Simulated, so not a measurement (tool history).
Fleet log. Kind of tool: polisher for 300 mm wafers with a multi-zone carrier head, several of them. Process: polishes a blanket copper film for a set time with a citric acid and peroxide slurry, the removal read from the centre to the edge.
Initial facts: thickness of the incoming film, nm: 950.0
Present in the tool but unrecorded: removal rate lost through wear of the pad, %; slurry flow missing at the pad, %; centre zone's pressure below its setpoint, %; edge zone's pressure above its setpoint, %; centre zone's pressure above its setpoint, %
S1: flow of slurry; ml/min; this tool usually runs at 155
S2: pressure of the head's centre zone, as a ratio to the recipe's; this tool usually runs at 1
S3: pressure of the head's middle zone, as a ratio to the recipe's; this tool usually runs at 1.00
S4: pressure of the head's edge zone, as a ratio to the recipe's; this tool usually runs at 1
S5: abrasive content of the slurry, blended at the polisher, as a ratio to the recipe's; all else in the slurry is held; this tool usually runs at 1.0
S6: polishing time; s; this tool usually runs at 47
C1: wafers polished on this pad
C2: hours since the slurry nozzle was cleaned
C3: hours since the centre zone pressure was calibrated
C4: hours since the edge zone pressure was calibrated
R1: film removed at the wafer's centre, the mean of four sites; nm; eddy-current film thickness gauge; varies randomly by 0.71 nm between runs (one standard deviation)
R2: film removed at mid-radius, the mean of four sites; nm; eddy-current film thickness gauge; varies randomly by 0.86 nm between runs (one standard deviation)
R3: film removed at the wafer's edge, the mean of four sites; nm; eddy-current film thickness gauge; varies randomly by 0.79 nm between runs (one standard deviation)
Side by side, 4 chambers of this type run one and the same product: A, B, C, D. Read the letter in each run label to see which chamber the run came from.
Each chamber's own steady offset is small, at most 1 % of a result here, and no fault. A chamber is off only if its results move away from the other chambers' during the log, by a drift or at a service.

{"run": "1C", "hour": 6.5, "S1": 155, "S2": 1, "S3": 1.0, "S4": 1, "S5": 1.0, "S6": 47, "C1": 128, "C2": 132.2, "C3": 642.6, "C4": 127.1, "R1": 75.061, "R2": 75.753, "R3": 74.4}
{"run": "2A", "hour": 15.9, "S1": 155, "S2": 1, "S3": 1.0, "S4": 1, "S5": 1.0, "S6": 47, "C1": 310, "C2": 192.7, "C3": 977.8, "C4": 78.1, "R1": 73.431, "R2": 73.95, "R3": 76.701}
{"run": "3B", "hour": 21.2, "S1": 155, "S2": 1, "S3": 1.0, "S4": 1, "S5": 1.0, "S6": 47, "C1": 1249, "C2": 68.1, "C3": 196.8, "C4": 173.9, "R1": 74.174, "R2": 74.904, "R3": 75.843}
{"hour": 23.8, "done": "chamber B: worn pad replaced by a new one"}
{"run": "4D", "hour": 30.4, "S1": 155, "S2": 1, "S3": 1.0, "S4": 1, "S5": 1.0, "S6": 47, "C1": 669, "C2": 569.4, "C3": 219.7, "C4": 860.2, "R1": 73.291, "R2": 75.565, "R3": 75.222}
{"hour": 31.0, "done": "chamber A: centre zone pressure recalibrated"}
{"hour": 34.6, "done": "chamber D: worn pad replaced by a new one"}
{"run": "5B", "hour": 39.2, "S1": 155, "S2": 1, "S3": 1.0, "S4": 1, "S5": 1.0, "S6": 47, "C1": 188, "C2": 86.1, "C3": 214.8, "C4": 191.9, "R1": 76.38, "R2": 76.065, "R3": 75.96}
{"run": "6A", "hour": 45.8, "S1": 155, "S2": 1, "S3": 1.0, "S4": 1, "S5": 1.0, "S6": 47, "C1": 675, "C2": 222.6, "C3": 14.9, "C4": 108.0, "R1": 75.075, "R2": 76.553, "R3": 74.737}
{"run": "7D", "hour": 54.2, "S1": 155, "S2": 1, "S3": 1.0, "S4": 1, "S5": 1.0, "S6": 47, "C1": 239, "C2": 593.2, "C3": 243.5, "C4": 884.0, "R1": 73.794, "R2": 74.668, "R3": 73.059}
{"hour": 54.9, "done": "chamber C: worn pad replaced by a new one"}
{"run": "8C", "hour": 65.0, "S1": 155, "S2": 1, "S3": 1.0, "S4": 1, "S5": 1.0, "S6": 47, "C1": 123, "C2": 190.7, "C3": 701.1, "C4": 185.6, "R1": 74.197, "R2": 73.727, "R3": 75.823}
{"run": "9A", "hour": 75.5, "S1": 155, "S2": 1, "S3": 1.0, "S4": 1, "S5": 1.0, "S6": 47, "C1": 1038, "C2": 252.3, "C3": 44.6, "C4": 137.7, "R1": 74.69, "R2": 76.418, "R3": 74.053}
{"hour": 81.8, "done": "chamber D: slurry nozzle cleaned"}
{"run": "10B", "hour": 83.4, "S1": 155, "S2": 1, "S3": 1.0, "S4": 1, "S5": 1.0, "S6": 47, "C1": 727, "C2": 130.3, "C3": 259.0, "C4": 236.1, "R1": 76.355, "R2": 74.578, "R3": 73.517}
{"run": "11C", "hour": 88.4, "S1": 155, "S2": 1, "S3": 1.0, "S4": 1, "S5": 1.0, "S6": 47, "C1": 408, "C2": 214.1, "C3": 724.5, "C4": 209.0, "R1": 74.824, "R2": 74.078, "R3": 75.252}
{"run": "12D", "hour": 94.9, "S1": 155, "S2": 1, "S3": 1.08, "S4": 1, "S5": 0.9, "S6": 47, "C1": 736, "C2": 13.2, "C3": 284.2, "C4": 924.7, "R1": 72.509, "R2": 79.657, "R3": 74.173}
{"hour": 104.8, "done": "chamber D: worn pad replaced by a new one"}
{"run": "13A", "hour": 105.4, "S1": 155, "S2": 1, "S3": 1.08, "S4": 1, "S5": 0.9, "S6": 47, "C1": 1402, "C2": 282.2, "C3": 74.5, "C4": 167.6, "R1": 72.363, "R2": 76.771, "R3": 71.276}
{"hour": 107.4, "done": "chamber B: centre zone pressure recalibrated"}
{"hour": 110.1, "done": "chamber C: worn pad replaced by a new one"}
{"run": "14D", "hour": 110.6, "S1": 155, "S2": 1, "S3": 1.08, "S4": 1, "S5": 0.9, "S6": 47, "C1": 71, "C2": 28.9, "C3": 299.9, "C4": 940.4, "R1": 73.143, "R2": 77.667, "R3": 72.665}
{"hour": 118.5, "done": "chamber B: worn pad replaced by a new one"}
{"run": "15B", "hour": 119.2, "S1": 155, "S2": 1, "S3": 1.08, "S4": 1, "S5": 0.9, "S6": 47, "C1": 9, "C2": 166.1, "C3": 11.9, "C4": 271.9, "R1": 74.49, "R2": 79.11, "R3": 73.746}
{"run": "16C", "hour": 128.0, "S1": 155, "S2": 1, "S3": 1.0, "S4": 1, "S5": 1.1, "S6": 47, "C1": 219, "C2": 253.7, "C3": 764.1, "C4": 248.6, "R1": 75.66, "R2": 74.671, "R3": 76.632}
{"run": "17D", "hour": 134.1, "S1": 155, "S2": 1, "S3": 1.0, "S4": 1, "S5": 1.1, "S6": 47, "C1": 358, "C2": 52.4, "C3": 323.4, "C4": 963.9, "R1": 76.188, "R2": 75.864, "R3": 76.461}
{"run": "18A", "hour": 138.9, "S1": 155, "S2": 1, "S3": 1.0, "S4": 1, "S5": 1.1, "S6": 47, "C1": 1811, "C2": 315.7, "C3": 108.0, "C4": 201.1, "R1": 74.041, "R2": 73.84, "R3": 74.458}
{"run": "19C", "hour": 145.8, "S1": 155, "S2": 1, "S3": 1.0, "S4": 1, "S5": 1.1, "S6": 47, "C1": 436, "C2": 271.5, "C3": 781.9, "C4": 266.4, "R1": 76.443, "R2": 75.604, "R3": 76.591}
{"run": "20B", "hour": 153.9, "S1": 155, "S2": 1, "S3": 1.0, "S4": 1, "S5": 1.0, "S6": 47, "C1": 432, "C2": 200.8, "C3": 46.6, "C4": 306.6, "R1": 75.227, "R2": 75.025, "R3": 74.671}
{"run": "21D", "hour": 160.2, "S1": 155, "S2": 1, "S3": 1.0, "S4": 1, "S5": 1.0, "S6": 47, "C1": 676, "C2": 78.5, "C3": 349.5, "C4": 990.0, "R1": 74.107, "R2": 74.292, "R3": 76.149}
{"run": "22C", "hour": 166.0, "S1": 155, "S2": 1, "S3": 1.0, "S4": 1, "S5": 1.0, "S6": 47, "C1": 682, "C2": 291.7, "C3": 802.1, "C4": 286.6, "R1": 74.705, "R2": 74.279, "R3": 74.25}
{"run": "23A", "hour": 171.5, "S1": 155, "S2": 1, "S3": 1.0, "S4": 1, "S5": 1.0, "S6": 47, "C1": 2209, "C2": 348.3, "C3": 140.6, "C4": 233.7, "R1": 70.299, "R2": 72.086, "R3": 71.175}
{"hour": 172.9, "done": "chamber C: worn pad replaced by a new one"}
{"hour": 178.2, "done": "chamber D: worn pad replaced by a new one"}
{"run": "24B", "hour": 181.0, "S1": 155, "S2": 1, "S3": 1.0, "S4": 1, "S5": 1.0, "S6": 47, "C1": 763, "C2": 227.9, "C3": 73.7, "C4": 333.7, "R1": 75.495, "R2": 74.65, "R3": 75.685}
{"hour": 181.8, "done": "chamber C: edge zone pressure recalibrated"}
{"run": "25C", "hour": 188.1, "S1": 155, "S2": 1, "S3": 1.0, "S4": 1, "S5": 1.0, "S6": 47, "C1": 185, "C2": 313.8, "C3": 824.2, "C4": 6.3, "R1": 75.02, "R2": 72.144, "R3": 75.474}
{"run": "26D", "hour": 194.8, "S1": 155, "S2": 1, "S3": 1.0, "S4": 1, "S5": 1.0, "S6": 47, "C1": 202, "C2": 113.1, "C3": 384.1, "C4": 1024.6, "R1": 75.523, "R2": 75.038, "R3": 75.22}
{"run": "27B", "hour": 201.5, "S1": 155, "S2": 1, "S3": 1.0, "S4": 1, "S5": 1.0, "S6": 47, "C1": 1013, "C2": 248.4, "C3": 94.2, "C4": 354.2, "R1": 74.015, "R2": 76.199, "R3": 73.687}
{"run": "28A", "hour": 212.0, "S1": 155, "S2": 1, "S3": 1.0, "S4": 1, "S5": 1.0, "S6": 47, "C1": 2703, "C2": 388.8, "C3": 181.1, "C4": 274.2, "R1": 70.402, "R2": 69.832, "R3": 69.235}
{"run": "29D", "hour": 221.0, "S1": 155, "S2": 1, "S3": 1.0, "S4": 1, "S5": 1.0, "S6": 47, "C1": 522, "C2": 139.3, "C3": 410.3, "C4": 1050.8, "R1": 74.069, "R2": 74.658, "R3": 74.887}
{"hour": 224.4, "done": "chamber C: worn pad replaced by a new one"}
{"run": "30A", "hour": 229.6, "S1": 155, "S2": 1, "S3": 1.0, "S4": 1, "S5": 1.0, "S6": 47, "C1": 2918, "C2": 406.4, "C3": 198.7, "C4": 291.8, "R1": 68.863, "R2": 69.754, "R3": 69.209}
{"run": "31C", "hour": 235.3, "S1": 155, "S2": 1, "S3": 1.0, "S4": 1, "S5": 1.0, "S6": 47, "C1": 133, "C2": 361.0, "C3": 871.4, "C4": 53.5, "R1": 74.524, "R2": 73.915, "R3": 75.969}
{"hour": 239.5, "done": "chamber B: worn pad replaced by a new one"}
{"run": "32B", "hour": 246.0, "S1": 155, "S2": 1, "S3": 1.0, "S4": 1, "S5": 1.0, "S6": 47, "C1": 80, "C2": 292.9, "C3": 138.7, "C4": 398.7, "R1": 74.299, "R2": 76.333, "R3": 75.378}
{"run": "33B", "hour": 256.9, "S1": 155, "S2": 1, "S3": 1.0, "S4": 1, "S5": 1.0, "S6": 47, "C1": 213, "C2": 303.8, "C3": 149.6, "C4": 409.6, "R1": 75.605, "R2": 74.177, "R3": 74.789}
{"run": "34C", "hour": 266.6, "S1": 155, "S2": 1, "S3": 1.0, "S4": 1, "S5": 1.0, "S6": 47, "C1": 515, "C2": 392.3, "C3": 902.7, "C4": 84.8, "R1": 75.426, "R2": 75.885, "R3": 76.717}
{"run": "35A", "hour": 277.9, "S1": 155, "S2": 1, "S3": 1.0, "S4": 1, "S5": 1.0, "S6": 47, "C1": 3508, "C2": 454.7, "C3": 247.0, "C4": 340.1, "R1": 68.742, "R2": 68.415, "R3": 68.127}

Decide between three cases: one chamber stands off from its peers, the gauge reading all wafers drifts, or nothing is wrong past each chamber's small offset. Where a chamber is off, say which and what most likely put it there.

Little by little, chamber A moves away from the other chambers.
Likeliest cause: removal rate lost through wear of the pad, % = 9.83.
The log may not separate it from: slurry flow missing at the pad, %.

Chamber A could run next with any of the 4 candidate recipes listed below; each alters the usual settings, and their results appear as question marks. Which one brings its results back in line with what the other chambers deliver on the usual settings?
In line here means within this much of the mean the other chambers give on the usual settings: R1 2.500 nm; R2 3.000 nm; R3 2.800 nm
{"run": "36A-1", "hour": 286.0, "S1": 155, "S2": 1.01, "S3": 0.99, "S4": 1.01, "S5": 1.0, "S6": 52, "R1": "?", "R2": "?", "R3": "?"}
{"run": "36A-2", "hour": 286.0, "S1": 155, "S2": 1.0, "S3": 1.0, "S4": 1.0, "S5": 1.0, "S6": 49, "R1": "?", "R2": "?", "R3": "?"}
{"run": "36A-3", "hour": 286.0, "S1": 155, "S2": 0.99, "S3": 1.01, "S4": 0.99, "S5": 1.0, "S6": 43, "R1": "?", "R2": "?", "R3": "?"}
{"run": "36A-4", "hour": 286.0, "S1": 155, "S2": 1.0, "S3": 1.0, "S4": 1.0, "S5": 1.0, "S6": 45, "R1": "?", "R2": "?", "R3": "?"}

Other chambers, usual settings, mean: R1 74.933 nm; R2 74.701 nm; R3 74.901 nm
run=36A-1 R1=75.097 R2=74.322 R3=74.831
run=36A-2 R1=70.011 R2=70.678 R3=70.135
run=36A-3 R1=60.777 R2=62.589 R3=61.213
run=36A-4 R1=64.296 R2=64.908 R3=64.409
With 36A-1, the chamber falls back in line with the rest.
